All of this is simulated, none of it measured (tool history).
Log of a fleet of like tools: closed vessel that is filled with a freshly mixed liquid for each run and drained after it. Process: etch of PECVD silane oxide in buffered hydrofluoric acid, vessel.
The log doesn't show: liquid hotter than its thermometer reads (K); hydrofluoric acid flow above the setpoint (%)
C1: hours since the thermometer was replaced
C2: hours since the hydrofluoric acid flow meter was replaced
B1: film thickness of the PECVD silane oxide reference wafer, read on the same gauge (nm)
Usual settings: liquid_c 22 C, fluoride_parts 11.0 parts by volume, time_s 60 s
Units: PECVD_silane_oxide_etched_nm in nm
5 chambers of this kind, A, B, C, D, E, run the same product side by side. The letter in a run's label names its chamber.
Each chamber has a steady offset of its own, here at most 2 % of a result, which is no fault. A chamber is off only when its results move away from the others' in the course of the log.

{"run": "1A", "hour": 8.1, "liquid_c": 22, "fluoride_parts": 11.0, "time_s": 60, "C1": 780.6, "C2": 137.0, "B1": 39.999, "PECVD_silane_oxide_etched_nm": 135.06}
{"run": "2C", "hour": 14.5, "liquid_c": 22, "fluoride_parts": 11.0, "time_s": 60, "C1": 1681.5, "C2": 1057.6, "B1": 39.999, "PECVD_silane_oxide_etched_nm": 133.94}
{"run": "3D", "hour": 22.1, "liquid_c": 22, "fluoride_parts": 11.0, "time_s": 60, "C1": 820.6, "C2": 1519.5, "B1": 39.989, "PECVD_silane_oxide_etched_nm": 132.37}
{"run": "4E", "hour": 32.0, "liquid_c": 22, "fluoride_parts": 11.0, "time_s": 60, "C1": 1028.5, "C2": 986.0, "B1": 39.987, "PECVD_silane_oxide_etched_nm": 134.19}
{"run": "5B", "hour": 39.0, "liquid_c": 22, "fluoride_parts": 11.0, "time_s": 60, "C1": 670.3, "C2": 208.8, "B1": 40.01, "PECVD_silane_oxide_etched_nm": 133.81}
{"hour": 43.0, "done": "chamber E: hydrofluoric acid flow meter replaced"}
{"run": "6B", "hour": 47.6, "liquid_c": 19, "fluoride_parts": 9.5, "time_s": 60, "C1": 678.9, "C2": 217.4, "B1": 40.009, "PECVD_silane_oxide_etched_nm": 128.93}
{"run": "7E", "hour": 53.7, "liquid_c": 19, "fluoride_parts": 9.5, "time_s": 60, "C1": 1050.2, "C2": 10.7, "B1": 39.993, "PECVD_silane_oxide_etched_nm": 129.32}
{"run": "8D", "hour": 63.4, "liquid_c": 19, "fluoride_parts": 9.5, "time_s": 60, "C1": 861.9, "C2": 1560.8, "B1": 40.011, "PECVD_silane_oxide_etched_nm": 126.87}
{"run": "9C", "hour": 68.2, "liquid_c": 19, "fluoride_parts": 9.5, "time_s": 60, "C1": 1735.2, "C2": 1111.3, "B1": 39.981, "PECVD_silane_oxide_etched_nm": 128.15}
{"run": "10A", "hour": 75.8, "liquid_c": 19, "fluoride_parts": 9.5, "time_s": 60, "C1": 848.3, "C2": 204.7, "B1": 39.994, "PECVD_silane_oxide_etched_nm": 130.76}
{"run": "11E", "hour": 83.0, "liquid_c": 22, "fluoride_parts": 11.0, "time_s": 60, "C1": 1079.5, "C2": 40.0, "B1": 39.984, "PECVD_silane_oxide_etched_nm": 133.75}
{"run": "12D", "hour": 88.6, "liquid_c": 22, "fluoride_parts": 11.0, "time_s": 60, "C1": 887.1, "C2": 1586.0, "B1": 40.01, "PECVD_silane_oxide_etched_nm": 132.14}
{"hour": 95.0, "done": "chamber E: thermometer replaced"}
{"run": "13C", "hour": 96.4, "liquid_c": 22, "fluoride_parts": 11.0, "time_s": 60, "C1": 1763.4, "C2": 1139.5, "B1": 40.006, "PECVD_silane_oxide_etched_nm": 133.22}
{"run": "14A", "hour": 103.9, "liquid_c": 22, "fluoride_parts": 11.0, "time_s": 60, "C1": 876.4, "C2": 232.8, "B1": 39.975, "PECVD_silane_oxide_etched_nm": 136.24}
{"run": "15B", "hour": 110.2, "liquid_c": 22, "fluoride_parts": 11.0, "time_s": 60, "C1": 741.5, "C2": 280.0, "B1": 39.995, "PECVD_silane_oxide_etched_nm": 134.6}
{"run": "16E", "hour": 120.3, "liquid_c": 22, "fluoride_parts": 11.0, "time_s": 60, "C1": 25.4, "C2": 77.3, "B1": 39.977, "PECVD_silane_oxide_etched_nm": 133.13}
{"run": "17A", "hour": 128.2, "liquid_c": 22, "fluoride_parts": 8.5, "time_s": 60, "C1": 900.7, "C2": 257.1, "B1": 39.99, "PECVD_silane_oxide_etched_nm": 173.21}
{"run": "18D", "hour": 134.7, "liquid_c": 22, "fluoride_parts": 8.5, "time_s": 60, "C1": 933.2, "C2": 1632.1, "B1": 40.013, "PECVD_silane_oxide_etched_nm": 164.86}
{"run": "19B", "hour": 144.7, "liquid_c": 22, "fluoride_parts": 8.5, "time_s": 60, "C1": 776.0, "C2": 314.5, "B1": 40.005, "PECVD_silane_oxide_etched_nm": 165.27}
{"run": "20C", "hour": 152.8, "liquid_c": 22, "fluoride_parts": 8.5, "time_s": 60, "C1": 1819.8, "C2": 1195.9, "B1": 39.977, "PECVD_silane_oxide_etched_nm": 166.17}
{"run": "21C", "hour": 159.3, "liquid_c": 22, "fluoride_parts": 8.5, "time_s": 60, "C1": 1826.3, "C2": 1202.4, "B1": 39.977, "PECVD_silane_oxide_etched_nm": 166.01}
{"run": "22B", "hour": 169.0, "liquid_c": 22, "fluoride_parts": 11.0, "time_s": 60, "C1": 800.3, "C2": 338.8, "B1": 40.03, "PECVD_silane_oxide_etched_nm": 134.75}
{"run": "23E", "hour": 176.3, "liquid_c": 22, "fluoride_parts": 8.0, "time_s": 85, "C1": 81.4, "C2": 133.3, "B1": 39.992, "PECVD_silane_oxide_etched_nm": 251.89}
{"run": "24A", "hour": 182.7, "liquid_c": 22, "fluoride_parts": 8.0, "time_s": 85, "C1": 955.2, "C2": 311.6, "B1": 40.01, "PECVD_silane_oxide_etched_nm": 269.21}
{"run": "25D", "hour": 192.4, "liquid_c": 22, "fluoride_parts": 8.0, "time_s": 85, "C1": 990.9, "C2": 1689.8, "B1": 40.008, "PECVD_silane_oxide_etched_nm": 250.39}
{"run": "26B", "hour": 198.1, "liquid_c": 22, "fluoride_parts": 8.0, "time_s": 85, "C1": 829.4, "C2": 367.9, "B1": 39.991, "PECVD_silane_oxide_etched_nm": 252.1}
{"run": "27C", "hour": 205.7, "liquid_c": 22, "fluoride_parts": 8.0, "time_s": 85, "C1": 1872.7, "C2": 1248.8, "B1": 39.982, "PECVD_silane_oxide_etched_nm": 251.36}
{"run": "28D", "hour": 211.4, "liquid_c": 22, "fluoride_parts": 11.0, "time_s": 60, "C1": 1009.9, "C2": 1708.8, "B1": 39.993, "PECVD_silane_oxide_etched_nm": 132.1}
{"run": "29A", "hour": 218.7, "liquid_c": 24, "fluoride_parts": 11.0, "time_s": 60, "C1": 991.2, "C2": 347.6, "B1": 39.992, "PECVD_silane_oxide_etched_nm": 160.95}
{"run": "30E", "hour": 223.8, "liquid_c": 24, "fluoride_parts": 11.0, "time_s": 60, "C1": 128.9, "C2": 180.8, "B1": 39.981, "PECVD_silane_oxide_etched_nm": 150.94}
{"run": "31E", "hour": 229.7, "liquid_c": 24, "fluoride_parts": 11.0, "time_s": 60, "C1": 134.8, "C2": 186.7, "B1": 39.997, "PECVD_silane_oxide_etched_nm": 150.99}
{"run": "32B", "hour": 236.3, "liquid_c": 24, "fluoride_parts": 11.0, "time_s": 60, "C1": 867.6, "C2": 406.1, "B1": 40.004, "PECVD_silane_oxide_etched_nm": 150.41}
{"run": "33D", "hour": 245.2, "liquid_c": 24, "fluoride_parts": 11.0, "time_s": 60, "C1": 1043.7, "C2": 1742.6, "B1": 40.009, "PECVD_silane_oxide_etched_nm": 149.15}

What goes on in this fleet: one chamber off, a drifting gauge, or nothing beyond the chambers' own small offsets? Name the chamber and the cause, if any.

Chamber A drifts away from the others.
Cause: liquid hotter than its thermometer reads (K) = 1.46.
The log may not tell that from: hydrofluoric acid flow above the setpoint (%).

Here are 4 candidates for chamber A's next run, each the usual settings with a change, their results left as question marks. Which one brings its results back in line with what the others give on the usual settings?
In line means no further than this from the other chambers' mean on the usual settings: PECVD_silane_oxide_etched_nm 3.10 nm
{"run": "34A-1", "hour": 252.4, "liquid_c": 21, "fluoride_parts": 12.5, "time_s": 60, "PECVD_silane_oxide_etched_nm": "?"}
{"run": "34A-2", "hour": 252.4, "liquid_c": 22, "fluoride_parts": 11.0, "time_s": 55, "PECVD_silane_oxide_etched_nm": "?"}
{"run": "34A-3", "hour": 252.4, "liquid_c": 22, "fluoride_parts": 10.0, "time_s": 60, "PECVD_silane_oxide_etched_nm": "?"}
{"run": "34A-4", "hour": 252.4, "liquid_c": 23, "fluoride_parts": 9.5, "time_s": 60, "PECVD_silane_oxide_etched_nm": "?"}

The other chambers' mean on the usual settings: PECVD_silane_oxide_etched_nm 133.24 nm
run=34A-1 PECVD_silane_oxide_etched_nm=122.31
run=34A-2 PECVD_silane_oxide_etched_nm=133.90
run=34A-3 PECVD_silane_oxide_etched_nm=159.97
run=34A-4 PECVD_silane_oxide_etched_nm=174.20
34A-2 brings the chamber back in line.

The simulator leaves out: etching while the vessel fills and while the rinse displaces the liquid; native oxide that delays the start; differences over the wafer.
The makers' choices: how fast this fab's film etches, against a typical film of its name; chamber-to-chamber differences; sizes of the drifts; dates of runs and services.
